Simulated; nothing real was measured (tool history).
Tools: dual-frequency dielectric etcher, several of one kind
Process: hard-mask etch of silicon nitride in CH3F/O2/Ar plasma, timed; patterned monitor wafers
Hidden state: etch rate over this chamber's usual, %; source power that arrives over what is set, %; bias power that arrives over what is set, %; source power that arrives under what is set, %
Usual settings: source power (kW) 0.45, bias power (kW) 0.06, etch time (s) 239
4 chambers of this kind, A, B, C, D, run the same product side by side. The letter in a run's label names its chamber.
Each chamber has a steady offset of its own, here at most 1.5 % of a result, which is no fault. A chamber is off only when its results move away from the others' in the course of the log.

run	day	source power (kW)	bias power (kW)	etch time (s)	hours since the last wet clean	hours since the last source power generator calibration	hours since the last bias power generator calibration	read-back reference wafer on the same gauge, depth_nm	mean etch depth across the wafer (Å)
1B	0.342	0.45	0.06	239	301.1	2944.7	1242.4	193.99	1634.5
2A	0.692	0.45	0.06	239	366.7	2426.6	1254	194.05	1661.5
3D	1.033	0.45	0.06	239	419.2	2493.3	581	194.06	1659.8
4C	1.325	0.45	0.06	239	446.4	3280.4	1054.4	194.07	1632.4
# day 1.421: chamber D: wet clean of the chamber
# day 1.55: chamber C: wet clean of the chamber
# day 1.596: chamber A: wet clean of the chamber
5A	1.779	0.45	0.06	239	4.4	2452.7	1280.1	194.04	1660.3
6D	2.325	0.45	0.06	239	21.8	2524.3	612	194.03	1664.2
7B	2.725	0.45	0.06	239	358.3	3001.9	1299.6	194.08	1636.1
8C	3.088	0.45	0.06	239	36.9	3322.7	1096.7	194.18	1627
9A	3.625	0.45	0.06	239	48.7	2497	1324.4	194.23	1661.7
10C	4.129	0.45	0.06	239	61.9	3347.7	1121.7	194.22	1634.2
11D	4.5	0.5	0.049	239	74	2576.5	664.2	194.27	1624.5
12B	4.992	0.5	0.049	239	412.7	3056.3	1354	194.32	1601.1
13C	5.321	0.5	0.049	239	90.5	3376.3	1150.3	194.31	1593.5
14B	5.767	0.5	0.049	239	431.3	3074.9	1372.6	194.3	1602.6
15D	6.254	0.45	0.06	239	116.1	2618.6	706.3	194.37	1664.4
16A	6.75	0.45	0.06	239	123.7	2572	1399.4	194.36	1664.4
17A	7.221	0.45	0.06	239	135	2583.3	1410.7	194.42	1666.4
18B	7.642	0.45	0.06	239	476.3	3119.9	1417.6	194.43	1641.2
19D	7.971	0.36	0.055	239	157.3	2659.8	747.5	194.48	1483.6
# day 8.1: chamber B: wet clean of the chamber
20C	8.275	0.36	0.055	239	161.4	3447.2	1221.2	194.44	1456.5
21C	8.567	0.36	0.055	239	168.4	3454.2	1228.2	194.46	1459
22B	9.025	0.36	0.055	239	22.3	3153.1	1450.8	194.53	1458.1
23D	9.554	0.45	0.06	239	195.3	2697.8	785.5	194.54	1667.4
24A	9.979	0.45	0.06	239	201.2	2649.5	1476.9	194.61	1666.7
25B	10.254	0.45	0.06	239	51.8	3182.6	1480.3	194.57	1641
26A	10.696	0.45	0.06	239	218.4	2666.7	1494.1	194.62	1668.2
27D	11.212	0.45	0.06	239	235.1	2737.6	825.3	194.63	1667.1
28C	11.646	0.45	0.055	202.5	242.3	3528.1	1302.1	194.65	1348.7
29A	12.05	0.45	0.055	202.5	250.9	2699.2	1526.6	194.68	1372.7
30B	12.533	0.45	0.055	202.5	106.5	3237.3	1535	194.68	1352.9
31D	12.988	0.45	0.055	202.5	277.7	2780.2	867.9	194.71	1374.4
32C	13.396	0.45	0.06	239	284.3	3570.1	1344.1	194.74	1636.9
33B	13.829	0.45	0.06	239	137.6	3268.4	1566.1	194.83	1642.2
34C	14.3	0.45	0.06	239	306	3591.8	1365.8	194.82	1638.6
35A	14.675	0.45	0.06	239	313.9	2762.2	1589.6	194.8	1669
36D	15.088	0.45	0.06	239	328.1	2830.6	918.3	194.83	1665.2
37C	15.604	0.45	0.06	239	337.3	3623.1	1397.1	194.83	1638.2
38A	16.075	0.37	0.06	283	347.5	2795.8	1623.2	194.93	1828.9
# day 16.346: chamber B: source power generator calibrated
39B	16.35	0.37	0.06	283	198.1	0.1	1626.6	194.99	1800.6
40D	16.646	0.37	0.06	283	365.5	2868	955.7	195.03	1830.2
41C	16.908	0.37	0.06	283	368.6	3654.4	1428.4	194.91	1798.5

Is one chamber off against the others, does the gauge drift, or is nothing wrong? If a chamber is off, say which, and what the likeliest cause is.

The gauge drifts, so all chambers seem to drift together. No chamber is off.
Cause: gauge reads high (%) = 0.505.
